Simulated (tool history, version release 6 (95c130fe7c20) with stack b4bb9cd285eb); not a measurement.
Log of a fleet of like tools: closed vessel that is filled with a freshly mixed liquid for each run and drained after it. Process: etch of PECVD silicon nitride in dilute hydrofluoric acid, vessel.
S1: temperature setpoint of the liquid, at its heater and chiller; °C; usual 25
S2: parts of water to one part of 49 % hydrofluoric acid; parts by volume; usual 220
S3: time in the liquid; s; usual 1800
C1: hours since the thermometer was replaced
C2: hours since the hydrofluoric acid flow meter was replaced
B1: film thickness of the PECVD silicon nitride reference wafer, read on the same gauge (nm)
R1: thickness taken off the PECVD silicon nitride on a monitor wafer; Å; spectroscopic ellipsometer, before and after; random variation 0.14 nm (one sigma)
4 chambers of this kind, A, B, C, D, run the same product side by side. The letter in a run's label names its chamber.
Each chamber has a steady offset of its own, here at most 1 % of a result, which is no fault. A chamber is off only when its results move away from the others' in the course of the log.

run,day,S1,S2,S3,C1,C2,B1,R1
1B,0.592,25,220,1800,1101.7,882.1,109.98,153.26
2C,1.058,25,220,1800,514.9,146.5,109.99,153.85
3A,1.442,25,220,1800,712.3,1247,109.99,152.98
4D,1.75,25,220,1800,1678.6,843.4,110.01,150.95
5D,2.171,25,220,1800,1688.7,853.5,110.04,151.42
6C,2.5,25,220,1800,549.5,181.1,110,149.68
7A,2.929,25,220,1800,748,1282.7,109.99,152.61
8B,3.254,25,280,1800,1165.6,946,110,117.77
9A,3.775,25,280,1800,768.3,1303,109.99,122.7
10D,4.142,25,280,1800,1736,900.8,110,118.21
11C,4.562,25,280,1800,599,230.6,109.99,119.43
12B,4.962,30,220,1800,1206.6,987,109.99,201.98
13B,5.388,30,220,1800,1216.8,997.2,109.98,206.02
14C,5.967,30,220,1800,632.7,264.3,110.01,205.44
15A,6.225,30,220,1800,827.1,1361.8,109.97,205.26
16D,6.788,25,220,1800,1799.5,964.3,110.02,151.01
17A,7.358,21.5,220,2845,854.3,1389,110.01,190.14
18C,7.825,21.5,220,2845,677.3,308.9,109.98,191.2
19B,8.312,21.5,220,2845,1287,1067.4,110.03,191.61
20D,8.662,21.5,220,2845,1844.5,1009.3,109.98,198.02
21D,9.254,25,220,1800,1858.7,1023.5,109.99,154.31
22B,9.525,25,220,1800,1316.1,1096.5,109.98,150.94
23C,9.871,25,220,1800,726.4,358,109.99,150.27
24A,10.304,25,220,1800,925,1459.7,110,154.04
25C,10.7,21.5,220,1250,746.3,377.9,109.99,84.72
26D,11.183,21.5,220,1250,1905,1069.8,109.99,87.281
27B,11.638,21.5,220,1250,1366.8,1147.2,110.01,83.579
28A,12.15,21.5,220,1250,969.3,1504,110,85.053
29A,12.504,25,220,1800,977.8,1512.5,110.01,152.19
# day 12.692: chamber A: hydrofluoric acid flow meter replaced
30C,12.804,25,220,1800,796.8,428.4,110.03,151.33
# day 12.871: chamber D: thermometer replaced
31B,13.329,25,220,1800,1407.4,1187.8,110.03,150.59
32D,13.717,25,220,1800,20.3,1130.6,110.02,158.65
# day 13.988: chamber C: thermometer replaced
33A,14.221,25,220,1800,1019,36.7,109.99,152.18
34C,14.708,25,220,1800,17.3,474.1,110.03,152.32
35D,15.308,25,220,1800,58.5,1168.8,110.01,162.45
36B,15.733,25,220,1800,1465.1,1245.5,110.01,151.58
37B,16.246,25,220,1800,1477.4,1257.8,109.99,151.57
38D,16.729,25,220,1800,92.6,1202.9,110,160.11
39A,17.283,25,220,1800,1092.5,110.2,109.98,150.92
40C,17.592,25,220,1800,86.5,543.3,109.99,150.98
41B,18.179,25,220,1800,1523.8,1304.2,109.96,152.43
42A,18.7,25,220,1800,1126.5,144.2,109.98,152.68
43D,19.288,25,220,1800,154,1264.3,109.98,160.79
44C,19.571,25,220,1800,134,590.8,110.03,153.12

Is one chamber off against the others, does the gauge drift, or is nothing wrong? If a chamber is off, say which, and what the likeliest cause is.

Chamber D drifts away from the others.
Cause: hydrofluoric acid flow above the setpoint (%) = 9.45.

Here are 4 candidates for chamber D's next run, each the usual settings with a change, their results left as question marks. Which one brings its results back in line with what the others give on the usual settings?
In line means no further than this from the other chambers' mean on the usual settings: R1 4.8 Å
45D-1,19.996,25,215,1885,,,,?
45D-2,19.996,25,225,1715,,,,?
45D-3,19.996,25,215,1800,,,,?
45D-4,19.996,25,220,1780,,,,?

The other chambers' mean on the usual settings: R1 151.12 Å
run,R1
45D-1,175
45D-2,152.11
45D-3,167.11
45D-4,161.47
45D-2 brings the chamber back in line.
